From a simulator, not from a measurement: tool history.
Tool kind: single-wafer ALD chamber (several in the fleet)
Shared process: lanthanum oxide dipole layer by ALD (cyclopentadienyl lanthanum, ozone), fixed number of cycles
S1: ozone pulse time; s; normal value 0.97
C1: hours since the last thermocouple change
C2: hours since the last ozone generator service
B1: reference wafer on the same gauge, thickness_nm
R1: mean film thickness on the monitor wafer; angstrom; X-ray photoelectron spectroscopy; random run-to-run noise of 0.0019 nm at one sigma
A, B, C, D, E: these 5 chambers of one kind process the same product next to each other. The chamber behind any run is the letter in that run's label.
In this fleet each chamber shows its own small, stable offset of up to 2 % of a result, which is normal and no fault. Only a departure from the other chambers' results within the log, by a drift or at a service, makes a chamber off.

run   hour    S1      C1      C2       B1      R1
 1E   12.0  0.97  1118.1   316.6  0.42005  4.9232
 2D   24.0  0.97   830.2   529.8  0.41972  4.9357
 3C   32.8  0.97  2477.0   266.4  0.41986  4.9092
 4B   46.5  0.97  1675.7  1003.2  0.42013  5.0357
 5A   55.5  0.97   517.9  1009.2  0.41991  4.9449
 6A   69.6  0.97   532.0  1023.3  0.41971  4.9575
 7D   82.0  0.97   888.2   587.8  0.41988  4.9780
 8C   96.9  0.97  2541.1   330.5  0.42015  4.9295
 9B  107.1  0.85  1736.3  1063.8  0.42008  4.7737
10E  120.2  0.85  1226.3   424.8  0.41995  4.6547
11C  134.2  0.85  2578.4   367.8  0.42014  4.6884
12E  147.1  0.85  1253.2   451.7  0.41991  4.7032
13D  159.5  0.85   965.7   665.3  0.42016  4.6806
     162.2  -- chamber B: thermocouple changed; heater temperature recalibrated
14A  173.1  0.97   635.5  1126.8  0.41989  4.9819
15B  186.1  0.97    24.0  1142.8  0.41969  5.0134
16C  200.2  0.76  2644.4   433.8  0.42001  4.4659
17D  213.9  0.76  1020.1   719.7  0.41958  4.4263
18B  226.6  0.76    64.5  1183.3  0.41991  4.5930
19E  240.8  0.76  1346.9   545.4  0.42028  4.4771
20A  250.6  0.76   713.0  1204.3  0.42022  4.5406
21E  258.0  1.28  1364.1   562.6  0.41947  5.3591
22A  272.7  1.28   735.1  1226.4  0.42026  5.3710
23C  284.2  1.28  2728.4   517.8  0.41968  5.3087
24B  299.0  1.28   136.9  1255.7  0.42034  5.4220
25D  307.1  1.28  1113.3   812.9  0.41977  5.2599
26B  318.1  0.97   156.0  1274.8  0.41981  5.0490
27E  327.2  0.97  1433.3   631.8  0.42004  4.9154
28D  338.2  0.97  1144.4   844.0  0.42024  4.7832
29C  347.4  1.27  2791.6   581.0  0.42030  5.2723
30A  355.3  1.27   817.7  1309.0  0.42045  5.3269
31A  367.5  1.27   829.9  1321.2  0.41955  5.3189
32D  380.9  1.27  1187.1   886.7  0.41989  5.1850
33E  391.2  1.27  1497.3   695.8  0.42012  5.2919

All 5 chambers run these settings next. Forecast each chamber's results:
34A  402.8  0.97               ?
34B  402.8  0.97               ?
34C  402.8  0.97               ?
34D  402.8  0.97               ?
34E  402.8  0.97               ?

run      R1
34A  4.9407
34B  5.0197
34C  4.8787
34D  4.7185
34E  4.9441
